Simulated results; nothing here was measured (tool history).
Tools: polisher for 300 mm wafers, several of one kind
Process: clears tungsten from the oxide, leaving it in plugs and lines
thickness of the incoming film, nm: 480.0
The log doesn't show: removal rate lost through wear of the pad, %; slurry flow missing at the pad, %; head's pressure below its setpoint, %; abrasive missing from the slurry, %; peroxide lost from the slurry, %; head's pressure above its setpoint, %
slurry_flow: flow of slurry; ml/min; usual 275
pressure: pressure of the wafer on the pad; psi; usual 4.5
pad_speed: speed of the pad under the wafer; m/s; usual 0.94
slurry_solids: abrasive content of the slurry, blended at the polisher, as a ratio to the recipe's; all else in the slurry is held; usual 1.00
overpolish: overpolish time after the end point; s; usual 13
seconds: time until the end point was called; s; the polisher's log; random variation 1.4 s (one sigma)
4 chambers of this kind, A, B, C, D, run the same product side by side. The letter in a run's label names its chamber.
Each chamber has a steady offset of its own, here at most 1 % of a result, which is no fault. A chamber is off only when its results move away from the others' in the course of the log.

run   hour  slurry_flow  pressure  pad_speed  slurry_solids  overpolish  wafers polished on this pad  hours since the slurry nozzle was cleaned  hours since the head pressure was calibrated  hours since the slurry blender was calibrated  hours since the slurry got fresh peroxide  seconds
       2.7  -- chamber A: worn pad replaced by a new one
 1B    5.4          275       4.5       0.94           1.00          13                          668                                      657.1                                        1388.0                                          476.4                                       98.7   92.417
       9.1  -- chamber D: slurry blender recalibrated
 2D    9.4          275       4.5       0.94           1.00          13                          237                                      269.8                                         248.2                                            0.4                                       90.6   91.021
      11.4  -- chamber A: slurry tank refilled with fresh slurry and peroxide
 3C   14.2          275       4.5       0.94           1.00          13                          311                                       71.2                                         389.5                                          378.5                                       39.0   91.345
 4A   19.1          275       4.5       0.94           1.00          13                          177                                      271.4                                         753.9                                           89.6                                        7.7   93.813
 5D   22.8          275       4.5       0.94           1.00          13                          381                                      283.2                                         261.6                                           13.8                                      104.0   89.205
      27.6  -- chamber B: worn pad replaced by a new one
 6B   29.8          275       4.5       0.94           1.00          13                           24                                      681.5                                        1412.4                                          500.8                                      123.1   93.054
 7A   35.7          275       4.5       0.94           1.00          13                          357                                      288.0                                         770.5                                          106.2                                       24.3   93.411
      37.1  -- chamber D: slurry tank refilled with fresh slurry and peroxide
      37.6  -- chamber C: slurry tank refilled with fresh slurry and peroxide
 8C   41.2          200       4.5       0.94           0.80          13                          602                                       98.2                                         416.5                                          405.5                                        3.6  100.640
      41.9  -- chamber B: slurry blender recalibrated
      44.9  -- chamber C: slurry blender recalibrated
 9A   44.9          200       4.5       0.94           0.80          13                          456                                      297.2                                         779.7                                          115.4                                       33.5   99.188
10C   51.6          200       4.5       0.94           0.80          13                          715                                      108.6                                         426.9                                            6.7                                       14.0  101.920
11D   58.4          200       4.5       0.94           0.80          13                          766                                      318.8                                         297.2                                           49.4                                       21.3   97.031
12B   61.8          275       4.5       0.94           1.00          13                          369                                      713.5                                        1444.4                                           19.9                                      155.1   90.159
      65.1  -- chamber B: head pressure recalibrated
13D   67.9          275       4.5       0.94           1.00          13                          869                                      328.3                                         306.7                                           58.9                                       30.8   91.635
      69.0  -- chamber A: worn pad replaced by a new one
14A   72.6          275       4.5       0.94           1.00          13                           39                                      324.9                                         807.4                                          143.1                                       61.2   93.101
15C   76.1          275       4.5       0.94           1.00          13                          979                                      133.1                                         451.4                                           31.2                                       38.5   94.061
      77.7  -- chamber C: worn pad replaced by a new one
16B   79.3          275       4.5       0.94           1.00          13                          558                                      731.0                                          14.2                                           37.4                                      172.6   90.639
17C   82.7          275       4.5       0.94           1.00          13                           54                                      139.7                                         458.0                                           37.8                                       45.1   92.694
18D   86.6          275       4.5       0.94           1.00          13                         1070                                      347.0                                         325.4                                           77.6                                       49.5   89.648
19A   90.3          275       4.5       0.94           1.15           8                          231                                      342.6                                         825.1                                          160.8                                       78.9   89.787
20B   94.5          275       4.5       0.94           1.15           8                          722                                      746.2                                          29.4                                           52.6                                      187.8   88.982
      96.9  -- chamber B: slurry tank refilled with fresh slurry and peroxide
21B  101.7          275       4.5       0.94           1.15           8                          800                                      753.4                                          36.6                                           59.8                                        4.8   87.088
     101.9  -- chamber C: slurry tank refilled with fresh slurry and peroxide
22A  108.6          275       4.5       0.94           1.15           8                          428                                      360.9                                         843.4                                          179.1                                       97.2   87.276
23C  114.4          275       4.5       0.94           1.00          13                          396                                      171.4                                         489.7                                           69.5                                       12.6   90.280
     114.7  -- chamber D: worn pad replaced by a new one
24D  117.5          275       4.5       0.94           1.00          13                           30                                      377.9                                         356.3                                          108.5                                       80.4   92.673
     117.8  -- chamber A: slurry tank refilled with fresh slurry and peroxide
25C  124.0          275       4.5       0.94           1.00          13                          500                                      181.0                                         499.3                                           79.1                                       22.2   92.156
26A  129.5          275       4.5       0.94           1.00          13                          654                                      381.8                                         864.3                                          200.0                                       11.7   89.820
     131.1  -- chamber B: worn pad replaced by a new one
27D  134.1          275       4.5       0.94           1.00          13                          209                                      394.5                                         372.9                                          125.1                                       97.0   92.216
28B  139.9          275       4.5       0.94           1.00          13                           96                                      791.6                                          74.8                                           98.0                                       43.0   91.711
29C  144.5          275       4.5       0.94           1.00          13                          721                                      201.5                                         519.8                                           99.6                                       42.7   91.796

Is one chamber off against the others, does the gauge drift, or is nothing wrong? If a chamber is off, say which, and what the likeliest cause is.

No chamber stands off beyond its own small offset, and the gauge holds steady.

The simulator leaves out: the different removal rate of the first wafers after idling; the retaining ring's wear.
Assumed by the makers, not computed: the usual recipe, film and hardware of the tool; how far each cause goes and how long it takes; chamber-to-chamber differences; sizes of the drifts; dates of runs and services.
